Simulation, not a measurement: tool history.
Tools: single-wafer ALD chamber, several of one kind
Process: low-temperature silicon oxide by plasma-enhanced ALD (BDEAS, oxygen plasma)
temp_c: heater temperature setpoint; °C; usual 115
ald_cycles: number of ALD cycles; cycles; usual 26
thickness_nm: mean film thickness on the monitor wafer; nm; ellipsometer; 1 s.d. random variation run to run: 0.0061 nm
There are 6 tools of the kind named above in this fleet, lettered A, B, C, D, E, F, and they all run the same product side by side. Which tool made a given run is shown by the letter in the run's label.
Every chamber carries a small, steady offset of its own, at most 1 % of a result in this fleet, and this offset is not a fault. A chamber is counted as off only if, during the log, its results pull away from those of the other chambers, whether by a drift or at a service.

run   hour  temp_c  ald_cycles  read-back reference wafer on the same gauge, thickness_nm  thickness_nm
 1F    6.7     115          26                                                     3.8813        3.6352
 2C   17.1     115          26                                                     3.8830        3.6153
 3A   24.5     115          26                                                     3.8801        3.5971
 4E   29.4     115          26                                                     3.8834        3.5999
 5D   34.2     115          26                                                     3.8841        3.5979
 6B   43.3     124          22                                                     3.8837        3.0122
 7A   52.3     124          22                                                     3.8837        3.0022
 8F   57.9     124          22                                                     3.8863        3.0295
 9B   68.0     124          22                                                     3.8846        3.0213
10D   73.4     124          22                                                     3.8859        3.0026
11E   83.1     124          22                                                     3.8864        2.9941
12C   89.9     115          26                                                     3.8866        3.6184
13A  100.3     115          26                                                     3.8896        3.6040
14D  110.9     115          26                                                     3.8881        3.6094
15E  120.0     115          26                                                     3.8910        3.6056
16C  126.6     115          26                                                     3.8913        3.6236
17F  134.8     115          26                                                     3.8933        3.6518
18B  141.8     115          26                                                     3.8914        3.6402
19A  150.3     115          26                                                     3.8935        3.6154
20E  157.2     115          26                                                     3.8926        3.6086
21F  162.2     115          26                                                     3.8955        3.6481
22D  169.0     115          26                                                     3.8956        3.6341
23C  178.9     115          26                                                     3.8952        3.6410
24B  185.0     115          26                                                     3.8950        3.6358
25D  192.4     115          26                                                     3.8976        3.6226
26A  200.1     115          26                                                     3.8961        3.6104
27F  207.7     115          26                                                     3.8988        3.6469
28E  214.1     115          26                                                     3.8977        3.6094
     218.1  -- chamber C: thermocouple changed; heater temperature recalibrated
     218.5  -- chamber B: thermocouple changed; heater temperature recalibrated
29C  219.5     115          26                                                     3.8988        3.6237
30B  229.2     115          26                                                     3.8994        3.6403
31F  236.2     122          29                                                     3.8995        4.0145
32A  246.8     122          29                                                     3.9012        3.9774
33D  257.4     122          29                                                     3.9018        3.9975
34C  267.8     122          29                                                     3.9029        3.9981
35B  276.6     122          29                                                     3.9036        4.0159
36E  283.9     122          29                                                     3.9046        3.9747
37E  290.6     115          26                                                     3.9056        3.6228
38A  296.6     104          24                                                     3.9036        3.4042
39C  302.2     104          24                                                     3.9045        3.4260
40D  311.3     104          24                                                     3.9082        3.4080

Predict what each chamber gives when all 6 of them run the settings below next.
41A  319.1     108          26                                                                        ?
41B  319.1     108          26                                                                        ?
41C  319.1     108          26                                                                        ?
41D  319.1     108          26                                                                        ?
41E  319.1     108          26                                                                        ?
41F  319.1     108          26                                                                        ?

run  thickness_nm
41A        3.6629
41B        3.6959
41C        3.6957
41D        3.6795
41E        3.6658
41F        3.7095

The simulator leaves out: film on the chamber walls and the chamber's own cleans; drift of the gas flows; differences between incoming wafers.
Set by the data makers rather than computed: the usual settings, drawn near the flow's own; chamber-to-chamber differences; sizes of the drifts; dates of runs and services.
